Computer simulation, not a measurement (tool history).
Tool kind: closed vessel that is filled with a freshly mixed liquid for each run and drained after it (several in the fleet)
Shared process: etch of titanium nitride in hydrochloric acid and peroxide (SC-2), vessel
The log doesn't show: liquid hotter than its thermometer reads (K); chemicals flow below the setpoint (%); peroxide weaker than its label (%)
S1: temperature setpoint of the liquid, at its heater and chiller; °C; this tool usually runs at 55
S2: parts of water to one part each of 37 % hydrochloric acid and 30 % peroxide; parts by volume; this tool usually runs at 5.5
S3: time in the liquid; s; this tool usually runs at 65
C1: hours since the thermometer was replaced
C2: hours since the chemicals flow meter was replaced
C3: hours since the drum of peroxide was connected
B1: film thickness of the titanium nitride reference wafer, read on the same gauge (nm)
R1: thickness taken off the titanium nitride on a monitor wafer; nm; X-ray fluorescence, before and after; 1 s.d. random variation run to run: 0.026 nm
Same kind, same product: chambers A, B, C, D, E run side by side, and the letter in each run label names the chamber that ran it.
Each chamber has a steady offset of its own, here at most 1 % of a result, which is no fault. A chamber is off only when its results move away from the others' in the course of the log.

run 1C hour=3 | S1=55 S2=5.5 S3=65 | C1=1032.6 C2=1396.5 C3=241.3 | B1=109.96 | R1=3.9395
run 2B hour=7.2 | S1=55 S2=5.5 S3=65 | C1=971.9 C2=1018.7 C3=665.2 | B1=110.02 | R1=3.9243
run 3D hour=10.4 | S1=55 S2=5.5 S3=65 | C1=1310.7 C2=25.1 C3=1076.2 | B1=109.99 | R1=3.803
run 4A hour=15.9 | S1=55 S2=5.5 S3=65 | C1=313.4 C2=1603.8 C3=549.1 | B1=110 | R1=3.8952
run 5E hour=20.5 | S1=55 S2=5.5 S3=65 | C1=1997.9 C2=56.9 C3=973.8 | B1=110 | R1=3.8559
run 6D hour=25.4 | S1=55 S2=5.5 S3=65 | C1=1325.7 C2=40.1 C3=1091.2 | B1=109.99 | R1=3.7982
-- hour=28.9 chamber B: chemicals flow meter replaced
run 7B hour=30.1 | S1=55 S2=4 S3=65 | C1=994.8 C2=1.3 C3=688.1 | B1=110 | R1=4.8665
run 8E hour=33.8 | S1=55 S2=4 S3=65 | C1=2011.2 C2=70.2 C3=987.1 | B1=110 | R1=4.8769
run 9C hour=36.9 | S1=55 S2=4 S3=65 | C1=1066.5 C2=1430.4 C3=275.2 | B1=110.01 | R1=4.8735
run 10A hour=42.8 | S1=55 S2=4 S3=65 | C1=340.3 C2=1630.7 C3=576 | B1=109.98 | R1=4.7896
run 11D hour=48.5 | S1=55 S2=4 S3=65 | C1=1348.8 C2=63.2 C3=1114.3 | B1=109.98 | R1=4.7474
run 12A hour=53.8 | S1=55 S2=5.5 S3=65 | C1=351.3 C2=1641.7 C3=587 | B1=109.98 | R1=3.8298
run 13B hour=56.9 | S1=55 S2=5.5 S3=65 | C1=1021.6 C2=28.1 C3=714.9 | B1=110 | R1=3.8721
run 14E hour=59.8 | S1=55 S2=5.5 S3=65 | C1=2037.2 C2=96.2 C3=1013.1 | B1=109.97 | R1=3.9097
run 15C hour=65 | S1=55 S2=5.5 S3=65 | C1=1094.6 C2=1458.5 C3=303.3 | B1=110.01 | R1=3.8748
run 16A hour=69.4 | S1=48.5 S2=5.5 S3=65 | C1=366.9 C2=1657.3 C3=602.6 | B1=110.05 | R1=2.5
run 17C hour=72.1 | S1=48.5 S2=5.5 S3=65 | C1=1101.7 C2=1465.6 C3=310.4 | B1=110 | R1=2.5052
run 18E hour=76.4 | S1=48.5 S2=5.5 S3=65 | C1=2053.8 C2=112.8 C3=1029.7 | B1=110.03 | R1=2.5441
run 19B hour=81.1 | S1=48.5 S2=5.5 S3=65 | C1=1045.8 C2=52.3 C3=739.1 | B1=109.97 | R1=2.5624
run 20D hour=85 | S1=48.5 S2=5.5 S3=65 | C1=1385.3 C2=99.7 C3=1150.8 | B1=109.99 | R1=2.4881
run 21D hour=90.6 | S1=62.5 S2=5.5 S3=35 | C1=1390.9 C2=105.3 C3=1156.4 | B1=109.99 | R1=3.3519
run 22E hour=94.7 | S1=62.5 S2=5.5 S3=35 | C1=2072.1 C2=131.1 C3=1048 | B1=109.97 | R1=3.3442
run 23C hour=98 | S1=62.5 S2=5.5 S3=35 | C1=1127.6 C2=1491.5 C3=336.3 | B1=109.98 | R1=3.3612
run 24B hour=102.4 | S1=62.5 S2=5.5 S3=35 | C1=1067.1 C2=73.6 C3=760.4 | B1=109.99 | R1=3.373
run 25A hour=107.9 | S1=62.5 S2=5.5 S3=35 | C1=405.4 C2=1695.8 C3=641.1 | B1=109.97 | R1=3.3824
-- hour=111.6 chamber A: chemicals flow meter replaced
run 26D hour=113.8 | S1=55 S2=5.5 S3=65 | C1=1414.1 C2=128.5 C3=1179.6 | B1=109.99 | R1=3.8363
run 27C hour=119.3 | S1=55 S2=5.5 S3=65 | C1=1148.9 C2=1512.8 C3=357.6 | B1=110 | R1=3.919
run 28A hour=124.2 | S1=55 S2=5.5 S3=65 | C1=421.7 C2=12.6 C3=657.4 | B1=109.99 | R1=3.8478
run 29B hour=129.8 | S1=55 S2=5.5 S3=65 | C1=1094.5 C2=101 C3=787.8 | B1=109.98 | R1=3.9073
run 30E hour=135.8 | S1=55 S2=7 S3=65 | C1=2113.2 C2=172.2 C3=1089.1 | B1=110 | R1=3.1914
run 31E hour=141.6 | S1=55 S2=7 S3=65 | C1=2119 C2=178 C3=1094.9 | B1=110.01 | R1=3.201
run 32C hour=146.7 | S1=55 S2=7 S3=65 | C1=1176.3 C2=1540.2 C3=385 | B1=110 | R1=3.2358
-- hour=149.1 chamber D: new drum of peroxide connected
run 33D hour=149.3 | S1=55 S2=7 S3=65 | C1=1449.6 C2=164 C3=0.2 | B1=110.05 | R1=3.1962
run 34A hour=154.7 | S1=55 S2=7 S3=65 | C1=452.2 C2=43.1 C3=687.9 | B1=110.02 | R1=3.245
run 35B hour=159.8 | S1=55 S2=5.5 S3=65 | C1=1124.5 C2=131 C3=817.8 | B1=110.02 | R1=3.8824
run 36A hour=164.7 | S1=55 S2=5.5 S3=65 | C1=462.2 C2=53.1 C3=697.9 | B1=110 | R1=3.8852
-- hour=169.7 chamber B: new drum of peroxide connected
run 37B hour=170.7 | S1=55 S2=5.5 S3=65 | C1=1135.4 C2=141.9 C3=1 | B1=110.01 | R1=3.8957
run 38E hour=174.9 | S1=50.5 S2=5.5 S3=65 | C1=2152.3 C2=211.3 C3=1128.2 | B1=109.99 | R1=2.8219
run 39C hour=179.8 | S1=50.5 S2=5.5 S3=65 | C1=1209.4 C2=1573.3 C3=418.1 | B1=109.97 | R1=2.8836

For the next run the whole fleet of 5 chambers uses the same settings. Give each chamber's results:
run 40A hour=184.1 | S1=55 S2=5.5 S3=65 | R1=?
run 40B hour=184.1 | S1=55 S2=5.5 S3=65 | R1=?
run 40C hour=184.1 | S1=55 S2=5.5 S3=65 | R1=?
run 40D hour=184.1 | S1=55 S2=5.5 S3=65 | R1=?
run 40E hour=184.1 | S1=55 S2=5.5 S3=65 | R1=?

run=40A R1=3.8582
run=40B R1=3.9224
run=40C R1=3.9274
run=40D R1=3.8855
run=40E R1=3.7876
